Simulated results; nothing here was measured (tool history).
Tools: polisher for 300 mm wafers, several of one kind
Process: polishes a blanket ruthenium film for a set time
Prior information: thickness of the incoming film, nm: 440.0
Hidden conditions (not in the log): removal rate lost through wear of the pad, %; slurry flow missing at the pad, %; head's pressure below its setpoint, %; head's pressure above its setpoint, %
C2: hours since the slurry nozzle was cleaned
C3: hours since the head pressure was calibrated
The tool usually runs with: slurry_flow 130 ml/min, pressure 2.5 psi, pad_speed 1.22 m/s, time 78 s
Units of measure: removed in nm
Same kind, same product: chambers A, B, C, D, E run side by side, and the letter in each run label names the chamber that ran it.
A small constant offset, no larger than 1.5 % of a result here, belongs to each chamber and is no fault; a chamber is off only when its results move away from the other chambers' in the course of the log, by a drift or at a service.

-- hour=2.5 chamber E: worn pad replaced by a new one
run 1D hour=5.1 | slurry_flow=130 pressure=2.5 pad_speed=1.22 time=78 | wafers_polished_on_this_pad=87 C2=434.2 C3=220.4 | removed=155.74
run 2C hour=9.1 | slurry_flow=130 pressure=2.5 pad_speed=1.22 time=78 | wafers_polished_on_this_pad=212 C2=535.9 C3=134.0 | removed=154.72
-- hour=10.4 chamber E: head pressure recalibrated
run 3A hour=14.5 | slurry_flow=130 pressure=2.5 pad_speed=1.22 time=78 | wafers_polished_on_this_pad=420 C2=551.6 C3=714.8 | removed=151.03
-- hour=16.1 chamber B: worn pad replaced by a new one
run 4B hour=21.1 | slurry_flow=130 pressure=2.5 pad_speed=1.22 time=78 | wafers_polished_on_this_pad=28 C2=346.0 C3=261.8 | removed=150.46
run 5E hour=26.7 | slurry_flow=130 pressure=2.5 pad_speed=1.22 time=78 | wafers_polished_on_this_pad=138 C2=661.2 C3=16.3 | removed=149.56
run 6B hour=34.0 | slurry_flow=130 pressure=2.5 pad_speed=1.22 time=78 | wafers_polished_on_this_pad=102 C2=358.9 C3=274.7 | removed=152.94
run 7A hour=40.5 | slurry_flow=130 pressure=2.5 pad_speed=1.22 time=78 | wafers_polished_on_this_pad=568 C2=577.6 C3=740.8 | removed=157.18
run 8C hour=48.5 | slurry_flow=130 pressure=2.5 pad_speed=1.22 time=78 | wafers_polished_on_this_pad=437 C2=575.3 C3=173.4 | removed=152.13
run 9E hour=55.6 | slurry_flow=130 pressure=2.5 pad_speed=1.22 time=78 | wafers_polished_on_this_pad=302 C2=690.1 C3=45.2 | removed=149.75
run 10D hour=62.7 | slurry_flow=130 pressure=2.5 pad_speed=1.22 time=78 | wafers_polished_on_this_pad=415 C2=491.8 C3=278.0 | removed=154.45
-- hour=68.5 chamber C: worn pad replaced by a new one
-- hour=68.7 chamber A: worn pad replaced by a new one
run 11C hour=70.2 | slurry_flow=130 pressure=2.5 pad_speed=1.22 time=78 | wafers_polished_on_this_pad=9 C2=597.0 C3=195.1 | removed=150.60
run 12A hour=75.5 | slurry_flow=130 pressure=2.5 pad_speed=1.22 time=52 | wafers_polished_on_this_pad=39 C2=612.6 C3=775.8 | removed=104.06
-- hour=79.2 chamber E: slurry nozzle cleaned
run 13D hour=81.7 | slurry_flow=130 pressure=2.5 pad_speed=1.22 time=52 | wafers_polished_on_this_pad=524 C2=510.8 C3=297.0 | removed=103.81
run 14B hour=89.8 | slurry_flow=130 pressure=2.5 pad_speed=1.22 time=52 | wafers_polished_on_this_pad=420 C2=414.7 C3=330.5 | removed=101.54
run 15E hour=96.1 | slurry_flow=130 pressure=2.5 pad_speed=1.22 time=52 | wafers_polished_on_this_pad=533 C2=17.0 C3=85.7 | removed=103.26
-- hour=103.3 chamber E: worn pad replaced by a new one
run 16D hour=103.3 | slurry_flow=130 pressure=2.5 pad_speed=1.22 time=52 | wafers_polished_on_this_pad=647 C2=532.4 C3=318.6 | removed=103.75
run 17C hour=109.6 | slurry_flow=130 pressure=2.5 pad_speed=1.22 time=78 | wafers_polished_on_this_pad=234 C2=636.4 C3=234.5 | removed=152.31
run 18E hour=115.9 | slurry_flow=130 pressure=2.5 pad_speed=1.22 time=78 | wafers_polished_on_this_pad=72 C2=36.8 C3=105.5 | removed=156.94
run 19B hour=121.4 | slurry_flow=130 pressure=2.5 pad_speed=1.22 time=78 | wafers_polished_on_this_pad=600 C2=446.3 C3=362.1 | removed=154.61
run 20A hour=127.6 | slurry_flow=130 pressure=2.5 pad_speed=1.22 time=56 | wafers_polished_on_this_pad=336 C2=664.7 C3=827.9 | removed=113.14
run 21A hour=131.4 | slurry_flow=130 pressure=2.5 pad_speed=1.22 time=56 | wafers_polished_on_this_pad=357 C2=668.5 C3=831.7 | removed=110.95
-- hour=135.1 chamber B: slurry nozzle cleaned
run 22E hour=137.4 | slurry_flow=130 pressure=2.5 pad_speed=1.22 time=56 | wafers_polished_on_this_pad=194 C2=58.3 C3=127.0 | removed=107.23
run 23D hour=141.5 | slurry_flow=130 pressure=2.5 pad_speed=1.22 time=56 | wafers_polished_on_this_pad=864 C2=570.6 C3=356.8 | removed=113.53
run 24C hour=147.3 | slurry_flow=130 pressure=2.5 pad_speed=1.22 time=56 | wafers_polished_on_this_pad=449 C2=674.1 C3=272.2 | removed=102.80
run 25B hour=153.0 | slurry_flow=130 pressure=2.5 pad_speed=1.22 time=78 | wafers_polished_on_this_pad=780 C2=17.9 C3=393.7 | removed=150.87
run 26B hour=158.3 | slurry_flow=130 pressure=2.5 pad_speed=1.22 time=78 | wafers_polished_on_this_pad=810 C2=23.2 C3=399.0 | removed=153.24
run 27A hour=164.2 | slurry_flow=130 pressure=2.5 pad_speed=1.22 time=78 | wafers_polished_on_this_pad=544 C2=701.3 C3=864.5 | removed=157.79
run 28C hour=169.3 | slurry_flow=130 pressure=2.5 pad_speed=1.22 time=78 | wafers_polished_on_this_pad=574 C2=696.1 C3=294.2 | removed=141.16
-- hour=169.6 chamber C: worn pad replaced by a new one
run 29E hour=173.2 | slurry_flow=130 pressure=2.5 pad_speed=1.22 time=78 | wafers_polished_on_this_pad=398 C2=94.1 C3=162.8 | removed=152.78
-- hour=179.7 chamber A: worn pad replaced by a new one
run 30D hour=181.3 | slurry_flow=130 pressure=2.5 pad_speed=1.22 time=78 | wafers_polished_on_this_pad=1091 C2=610.4 C3=396.6 | removed=155.09
run 31A hour=185.4 | slurry_flow=130 pressure=2.5 pad_speed=1.22 time=78 | wafers_polished_on_this_pad=32 C2=722.5 C3=885.7 | removed=154.97
-- hour=186.6 chamber B: worn pad replaced by a new one
run 32E hour=191.4 | slurry_flow=130 pressure=2.5 pad_speed=1.22 time=78 | wafers_polished_on_this_pad=502 C2=112.3 C3=181.0 | removed=151.40
-- hour=192.7 chamber D: worn pad replaced by a new one
run 33D hour=197.3 | slurry_flow=130 pressure=2.5 pad_speed=1.22 time=78 | wafers_polished_on_this_pad=26 C2=626.4 C3=412.6 | removed=154.35
run 34C hour=202.4 | slurry_flow=130 pressure=2.5 pad_speed=1.22 time=78 | wafers_polished_on_this_pad=187 C2=729.2 C3=327.3 | removed=137.90
run 35B hour=206.7 | slurry_flow=130 pressure=2.5 pad_speed=1.22 time=78 | wafers_polished_on_this_pad=115 C2=71.6 C3=447.4 | removed=151.03
run 36B hour=213.4 | slurry_flow=130 pressure=2.5 pad_speed=1.22 time=78 | wafers_polished_on_this_pad=153 C2=78.3 C3=454.1 | removed=155.46

Is one chamber off against the others, does the gauge drift, or is nothing wrong? If a chamber is off, say which, and what the likeliest cause is.

One chamber, C, drifts off from the rest bit by bit.
Cause: slurry flow missing at the pad, % = 40.7.
Not necessarily distinguishable in this log from: head's pressure below its setpoint, %.

Chamber C could run next with any of the 4 candidate recipes listed below; each alters the usual settings, and their results appear as question marks. Which one brings its results back in line with what the other chambers deliver on the usual settings?
Allowed miss from the other chambers' usual-settings mean, per result, to count as in line: removed 8.00 nm
run 37C-1 hour=219.5 | slurry_flow=130 pressure=2.5 pad_speed=1.20 time=77 | removed=?
run 37C-2 hour=219.5 | slurry_flow=130 pressure=2.6 pad_speed=1.22 time=79 | removed=?
run 37C-3 hour=219.5 | slurry_flow=130 pressure=2.6 pad_speed=1.28 time=81 | removed=?
run 37C-4 hour=219.5 | slurry_flow=130 pressure=2.5 pad_speed=1.14 time=73 | removed=?

The other chambers' mean on the usual settings: removed 153.95 nm
run=37C-1 removed=130.80
run=37C-2 removed=141.77
run=37C-3 removed=152.41
run=37C-4 removed=117.90
37C-3 is the one that brings the chamber's results back in line with the other chambers.
